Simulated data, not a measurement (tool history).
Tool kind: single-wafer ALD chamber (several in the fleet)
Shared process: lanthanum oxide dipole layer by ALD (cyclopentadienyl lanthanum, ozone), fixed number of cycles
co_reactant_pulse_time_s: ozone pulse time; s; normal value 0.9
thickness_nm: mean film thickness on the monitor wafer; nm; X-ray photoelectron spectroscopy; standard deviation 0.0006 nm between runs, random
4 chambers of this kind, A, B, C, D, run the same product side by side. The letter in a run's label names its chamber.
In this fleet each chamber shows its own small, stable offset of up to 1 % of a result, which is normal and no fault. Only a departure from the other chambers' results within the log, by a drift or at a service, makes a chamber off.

| run | day | co_reactant_pulse_time_s | read-back reference wafer on the same gauge, thickness_nm | thickness_nm |
|---|---|---|---|---|
| 1D | 0.229 | 0.9 | 0.48809 | 0.48078 |
| 2A | 0.533 | 0.9 | 0.48823 | 0.48366 |
| 3C | 0.775 | 0.9 | 0.48826 | 0.48066 |
| 4B | 1.046 | 0.9 | 0.48825 | 0.48026 |
| 5A | 1.35 | 0.9 | 0.48847 | 0.48433 |
| 6B | 1.683 | 0.9 | 0.48847 | 0.48006 |
| 7D | 1.858 | 0.9 | 0.48858 | 0.48355 |
| 8C | 2.046 | 0.9 | 0.48864 | 0.48143 |
| 9B | 2.254 | 0.9 | 0.48872 | 0.47904 |
|  | 2.346 | chamber A: ozone generator serviced |
| 10C | 2.604 | 0.9 | 0.48897 | 0.48158 |
| 11D | 2.767 | 0.9 | 0.48896 | 0.48422 |
| 12A | 3.088 | 0.9 | 0.48897 | 0.48322 |
| 13B | 3.25 | 0.9 | 0.48912 | 0.47916 |
|  | 3.479 | chamber D: ozone generator serviced |
| 14D | 3.483 | 0.9 | 0.48913 | 0.4834 |
| 15C | 3.675 | 0.9 | 0.48915 | 0.48147 |
| 16A | 3.862 | 1.13 | 0.48935 | 0.52018 |
| 17A | 4.025 | 1.13 | 0.48942 | 0.52027 |
| 18B | 4.246 | 1.13 | 0.48947 | 0.51545 |
| 19C | 4.558 | 1.13 | 0.48942 | 0.51729 |
| 20D | 4.717 | 0.9 | 0.48954 | 0.48425 |
| 21D | 5.021 | 0.9 | 0.48983 | 0.48359 |
| 22A | 5.354 | 0.9 | 0.48969 | 0.48462 |
| 23C | 5.638 | 0.9 | 0.48991 | 0.48158 |
| 24B | 5.829 | 0.9 | 0.48994 | 0.48047 |
| 25D | 6.179 | 0.9 | 0.49002 | 0.48437 |
| 26A | 6.367 | 0.64 | 0.49023 | 0.41915 |
| 27C | 6.533 | 0.64 | 0.49032 | 0.41677 |
| 28B | 6.812 | 0.64 | 0.4904 | 0.41544 |
| 29C | 7.133 | 0.64 | 0.49031 | 0.41727 |

Read the log: is a single chamber off, either drifting away or since a service, is the gauge that measures every chamber drifting, or is nothing wrong beyond small per-chamber offsets? Name any odd chamber and what most likely caused it.

Gauge drift. The chambers move together only on paper, and none stands off.
What lies behind it: gauge reads high (%) = 0.518.
